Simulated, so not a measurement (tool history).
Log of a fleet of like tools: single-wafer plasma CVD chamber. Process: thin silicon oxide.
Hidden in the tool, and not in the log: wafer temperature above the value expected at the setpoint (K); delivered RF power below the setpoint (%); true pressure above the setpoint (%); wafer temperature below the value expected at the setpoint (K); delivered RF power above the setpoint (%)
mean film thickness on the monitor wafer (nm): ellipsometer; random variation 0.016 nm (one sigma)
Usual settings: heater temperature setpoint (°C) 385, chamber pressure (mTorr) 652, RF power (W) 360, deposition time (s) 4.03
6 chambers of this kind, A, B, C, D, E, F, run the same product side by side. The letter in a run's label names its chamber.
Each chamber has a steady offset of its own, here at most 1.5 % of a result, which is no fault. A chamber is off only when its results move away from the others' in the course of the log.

run	hour	heater temperature setpoint (°C)	chamber pressure (mTorr)	RF power (W)	deposition time (s)	hours since the last thermocouple change	hours since the last RF generator calibration	hours since the last manometer calibration	read-back reference wafer on the same gauge, thickness_nm	mean film thickness on the monitor wafer (nm)
1A	3.9	385	652	360	4.03	778.9	178.3	854.1	6.7506	6.5027
2F	8.7	385	652	360	4.03	2253.5	16.6	1619.2	6.7471	6.5461
3E	13.1	385	652	360	4.03	583.1	798.2	1657.8	6.7501	6.5933
4D	16.6	385	652	360	4.03	242.4	1569	1459.3	6.7471	6.5416
5B	24.6	385	652	360	4.03	1166.6	1036.8	2348.6	6.7475	6.6101
6C	29.2	385	652	360	4.03	156.9	2477	559.4	6.751	6.5081
7C	33.5	385	652	360	4.03	161.2	2481.3	563.7	6.7504	6.4807
8B	39.2	385	652	360	4.03	1181.2	1051.4	2363.2	6.749	6.6181
9D	42.8	385	652	360	4.03	268.6	1595.2	1485.5	6.7481	6.5053
10A	46.8	385	652	360	4.03	821.8	221.2	897	6.7529	6.4876
11F	52	385	652	360	4.03	2296.8	59.9	1662.5	6.7533	6.5667
# hour 55.2: chamber C: RF generator calibrated
12E	60	385	652	360	4.03	630	845.1	1704.7	6.7456	6.568
13B	68	385	652	360	4.03	1210	1080.2	2392	6.7522	6.6054
14E	75	385	652	360	4.03	645	860.1	1719.7	6.749	6.5913
15F	80.2	385	652	360	4.03	2325	88.1	1690.7	6.7536	6.5904
16A	87.6	385	652	360	4.03	862.6	262	937.8	6.7502	6.4805
17D	91.9	385	652	360	4.03	317.7	1644.3	1534.6	6.747	6.5082
18C	99.4	385	652	360	4.03	227.1	44.3	629.6	6.7515	6.4737
19E	105.4	385	652	360	4.03	675.4	890.5	1750.1	6.7523	6.5855
20D	109.1	385	652	360	4.03	334.9	1661.5	1551.8	6.7464	6.4989
21B	116.6	385	652	360	4.03	1258.6	1128.8	2440.6	6.7516	6.6325
22C	122	385	652	360	4.03	249.7	66.9	652.2	6.7512	6.4944
23A	126	385	652	360	4.03	901	300.4	976.2	6.7465	6.4854
24F	133.6	385	652	360	4.03	2378.4	141.5	1744.1	6.7483	6.6117
# hour 134.1: chamber B: capacitance manometer re-zeroed and calibrated
25E	137.9	385	652	360	4.03	707.9	923	1782.6	6.7504	6.6043
26F	143.1	385	652	360	3.37	2387.9	151	1753.6	6.7507	5.5161
27C	149.4	385	652	360	3.37	277.1	94.3	679.6	6.7522	5.4268
28D	153.2	385	652	360	3.37	379	1705.6	1595.9	6.7498	5.4415
29A	156.7	385	652	360	3.37	931.7	331.1	1006.9	6.7494	5.4422
30B	164.5	385	652	360	3.37	1306.5	1176.7	30.4	6.7514	5.7236
31C	169.9	385	652	360	3.37	297.6	114.8	700.1	6.7521	5.4199
32B	177.9	385	652	360	4.03	1319.9	1190.1	43.8	6.7524	6.8197
33D	184.8	385	652	360	4.03	410.6	1737.2	1627.5	6.7521	6.5201
34A	192.3	385	652	360	4.03	967.3	366.7	1042.5	6.7499	6.5176
35E	196.6	385	652	290	4.03	766.6	981.7	1841.3	6.7497	6.0326
36F	201.9	385	652	290	4.03	2446.7	209.8	1812.4	6.7533	6.0146
37B	208.2	385	652	290	4.03	1350.2	1220.4	74.1	6.7481	6.2741
38D	213.1	385	652	290	4.03	438.9	1765.5	1655.8	6.7508	5.9746
39F	217.7	385	652	290	4.03	2462.5	225.6	1828.2	6.7542	6.0389
40E	223.1	385	652	290	4.03	793.1	1008.2	1867.8	6.7545	6.0679
41A	228.9	385	652	360	4.03	1003.9	403.3	1079.1	6.7534	6.5118
42C	233.7	385	652	360	4.03	361.4	178.6	763.9	6.7446	6.4856

All 6 chambers run these settings next. Forecast each chamber's results:
43A	239.5	385	652	360	4.34					?
43B	239.5	385	652	360	4.34					?
43C	239.5	385	652	360	4.34					?
43D	239.5	385	652	360	4.34					?
43E	239.5	385	652	360	4.34					?
43F	239.5	385	652	360	4.34					?

run	mean film thickness on the monitor wafer (nm)
43A	6.9944
43B	7.3634
43C	6.9872
43D	6.9976
43E	7.0776
43F	7.0627
